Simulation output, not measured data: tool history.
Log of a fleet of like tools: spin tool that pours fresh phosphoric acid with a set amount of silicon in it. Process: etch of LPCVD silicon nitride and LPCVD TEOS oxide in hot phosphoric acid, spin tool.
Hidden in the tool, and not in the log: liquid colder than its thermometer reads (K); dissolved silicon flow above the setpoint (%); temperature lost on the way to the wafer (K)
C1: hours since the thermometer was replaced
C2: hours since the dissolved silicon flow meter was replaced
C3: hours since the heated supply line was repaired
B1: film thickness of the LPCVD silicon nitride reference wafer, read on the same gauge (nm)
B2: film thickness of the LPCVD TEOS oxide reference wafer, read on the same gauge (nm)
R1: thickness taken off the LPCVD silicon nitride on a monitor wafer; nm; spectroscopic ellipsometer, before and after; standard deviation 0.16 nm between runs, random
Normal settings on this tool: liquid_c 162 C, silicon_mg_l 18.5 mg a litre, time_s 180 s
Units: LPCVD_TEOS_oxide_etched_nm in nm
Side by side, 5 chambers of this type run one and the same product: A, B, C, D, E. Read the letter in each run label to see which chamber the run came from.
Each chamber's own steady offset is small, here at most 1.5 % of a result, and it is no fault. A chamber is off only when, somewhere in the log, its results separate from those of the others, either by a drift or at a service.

Run 1D, hour 6.4: usual settings; C1 1157.3; C2 1703.2; C3 723.9; B1 129.97; B2 100.03. Result: R1 20.197 nm, LPCVD_TEOS_oxide_etched_nm 0.70861 nm.
Run 2B, hour 11.6: usual settings; C1 1104.8; C2 301.5; C3 810.4; B1 129.96; B2 100.02. Result: R1 20.282 nm, LPCVD_TEOS_oxide_etched_nm 0.69623 nm.
Run 3A, hour 16.3: usual settings; C1 1790.1; C2 118.8; C3 1025.8; B1 130; B2 99.993. Result: R1 19.951 nm, LPCVD_TEOS_oxide_etched_nm 0.78575 nm.
Run 4C, hour 24.1: usual settings; C1 2434.5; C2 248.3; C3 481.3; B1 130.02; B2 100.01. Result: R1 19.962 nm, LPCVD_TEOS_oxide_etched_nm 0.74839 nm.
Run 5E, hour 29.2: usual settings; C1 334.3; C2 993.9; C3 817.8; B1 129.98; B2 99.986. Result: R1 19.977 nm, LPCVD_TEOS_oxide_etched_nm 0.7199 nm.
Run 6C, hour 38.5: usual settings; C1 2448.9; C2 262.7; C3 495.7; B1 130; B2 99.99. Result: R1 19.813 nm, LPCVD_TEOS_oxide_etched_nm 0.72808 nm.
Run 7B, hour 43.5: usual settings; C1 1136.7; C2 333.4; C3 842.3; B1 129.97; B2 99.98. Result: R1 20.147 nm, LPCVD_TEOS_oxide_etched_nm 0.78417 nm.
Run 8E, hour 47.7: usual settings; C1 352.8; C2 1012.4; C3 836.3; B1 130.03; B2 100.01. Result: R1 20.435 nm, LPCVD_TEOS_oxide_etched_nm 0.74143 nm.
Run 9D, hour 53: usual settings; C1 1203.9; C2 1749.8; C3 770.5; B1 130.01; B2 99.976. Result: R1 20.311 nm, LPCVD_TEOS_oxide_etched_nm 0.72235 nm.
Run 10A, hour 57.9: usual settings; C1 1831.7; C2 160.4; C3 1067.4; B1 130.02; B2 99.98. Result: R1 19.883 nm, LPCVD_TEOS_oxide_etched_nm 0.75228 nm.
Run 11E, hour 64.9: usual settings; C1 370; C2 1029.6; C3 853.5; B1 130; B2 99.989. Result: R1 20.077 nm, LPCVD_TEOS_oxide_etched_nm 0.72386 nm.
Run 12C, hour 70.8: usual settings; C1 2481.2; C2 295; C3 528; B1 129.98; B2 100.01. Result: R1 19.832 nm, LPCVD_TEOS_oxide_etched_nm 0.78798 nm.
Run 13A, hour 77.6: usual settings; C1 1851.4; C2 180.1; C3 1087.1; B1 129.98; B2 100.02. Result: R1 19.743 nm, LPCVD_TEOS_oxide_etched_nm 0.74378 nm.
Run 14D, hour 86: usual settings but silicon_mg_l 13.5 mg a litre; C1 1236.9; C2 1782.8; C3 803.5; B1 130.03; B2 99.994. Result: R1 20.139 nm, LPCVD_TEOS_oxide_etched_nm 0.77352 nm.
At hour 89.9: chamber D: heated supply line repaired.
Run 15B, hour 92.5: usual settings but silicon_mg_l 13.5 mg a litre; C1 1185.7; C2 382.4; C3 891.3; B1 129.98; B2 99.965. Result: R1 19.935 nm, LPCVD_TEOS_oxide_etched_nm 0.8199 nm.
Run 16B, hour 97.3: usual settings but silicon_mg_l 13.5 mg a litre; C1 1190.5; C2 387.2; C3 896.1; B1 129.98; B2 99.981. Result: R1 19.636 nm, LPCVD_TEOS_oxide_etched_nm 0.88279 nm.
At hour 103: chamber A: thermometer replaced.
Run 17C, hour 103.6: usual settings but silicon_mg_l 13.5 mg a litre; C1 2514; C2 327.8; C3 560.8; B1 130; B2 100.02. Result: R1 19.971 nm, LPCVD_TEOS_oxide_etched_nm 0.84676 nm.
Run 18E, hour 109.3: usual settings but silicon_mg_l 13.5 mg a litre; C1 414.4; C2 1074; C3 897.9; B1 129.98; B2 100.02. Result: R1 20.09 nm, LPCVD_TEOS_oxide_etched_nm 0.85331 nm.
Run 19A, hour 115.3: usual settings; C1 12.3; C2 217.8; C3 1124.8; B1 130.02; B2 99.998. Result: R1 19.928 nm, LPCVD_TEOS_oxide_etched_nm 0.7563 nm.
Run 20D, hour 120.8: usual settings; C1 1271.7; C2 1817.6; C3 30.9; B1 130.01; B2 99.96. Result: R1 20.477 nm, LPCVD_TEOS_oxide_etched_nm 0.76542 nm.
Run 21E, hour 127.7: usual settings; C1 432.8; C2 1092.4; C3 916.3; B1 129.98; B2 99.95. Result: R1 20.485 nm, LPCVD_TEOS_oxide_etched_nm 0.78001 nm.
Run 22D, hour 132.4: usual settings; C1 1283.3; C2 1829.2; C3 42.5; B1 130.05; B2 100.02. Result: R1 20.414 nm, LPCVD_TEOS_oxide_etched_nm 0.72681 nm.
Run 23B, hour 138.7: usual settings; C1 1231.9; C2 428.6; C3 937.5; B1 129.94; B2 100.03. Result: R1 19.171 nm, LPCVD_TEOS_oxide_etched_nm 0.63857 nm.
Run 24C, hour 145.9: usual settings but liquid_c 163.5 C, silicon_mg_l 10 mg a litre; C1 2556.3; C2 370.1; C3 603.1; B1 129.97; B2 99.997. Result: R1 21.152 nm, LPCVD_TEOS_oxide_etched_nm 1.0127 nm.
Run 25A, hour 155.1: usual settings but liquid_c 163.5 C, silicon_mg_l 10 mg a litre; C1 52.1; C2 257.6; C3 1164.6; B1 129.99; B2 100.01. Result: R1 20.932 nm, LPCVD_TEOS_oxide_etched_nm 0.97429 nm.
Run 26E, hour 164: usual settings but liquid_c 163.5 C, silicon_mg_l 10 mg a litre; C1 469.1; C2 1128.7; C3 952.6; B1 129.98; B2 99.99. Result: R1 21.396 nm, LPCVD_TEOS_oxide_etched_nm 0.98556 nm.
Run 27B, hour 173.3: usual settings but liquid_c 163.5 C, silicon_mg_l 10 mg a litre; C1 1266.5; C2 463.2; C3 972.1; B1 129.99; B2 100.04. Result: R1 19.868 nm, LPCVD_TEOS_oxide_etched_nm 0.83848 nm.
Run 28D, hour 182.5: usual settings but liquid_c 163.5 C, silicon_mg_l 10 mg a litre; C1 1333.4; C2 1879.3; C3 92.6; B1 129.97; B2 100. Result: R1 21.575 nm, LPCVD_TEOS_oxide_etched_nm 0.94176 nm.
Run 29A, hour 189.4: usual settings but silicon_mg_l 7.5 mg a litre; C1 86.4; C2 291.9; C3 1198.9; B1 130; B2 99.993. Result: R1 19.88 nm, LPCVD_TEOS_oxide_etched_nm 1.0119 nm.
Run 30C, hour 195.6: usual settings but silicon_mg_l 7.5 mg a litre; C1 2606; C2 419.8; C3 652.8; B1 129.99; B2 99.951. Result: R1 20.023 nm, LPCVD_TEOS_oxide_etched_nm 0.93135 nm.
Run 31E, hour 201.6: usual settings but silicon_mg_l 7.5 mg a litre; C1 506.7; C2 1166.3; C3 990.2; B1 129.98; B2 99.979. Result: R1 20.192 nm, LPCVD_TEOS_oxide_etched_nm 0.97857 nm.

The same settings go to every chamber for the next run, one line per chamber below. Forecast the results for each:
Run 32A, hour 208.6: usual settings but time_s 90 s. Result: R1 ?, LPCVD_TEOS_oxide_etched_nm ?.
Run 32B, hour 208.6: usual settings but time_s 90 s. Result: R1 ?, LPCVD_TEOS_oxide_etched_nm ?.
Run 32C, hour 208.6: usual settings but time_s 90 s. Result: R1 ?, LPCVD_TEOS_oxide_etched_nm ?.
Run 32D, hour 208.6: usual settings but time_s 90 s. Result: R1 ?, LPCVD_TEOS_oxide_etched_nm ?.
Run 32E, hour 208.6: usual settings but time_s 90 s. Result: R1 ?, LPCVD_TEOS_oxide_etched_nm ?.

run      R1  LPCVD_TEOS_oxide_etched_nm
32A  10.058                     0.41289
32B  9.1394                     0.30121
32C  9.9339                     0.36478
32D  10.184                     0.36676
32E  10.119                     0.39254
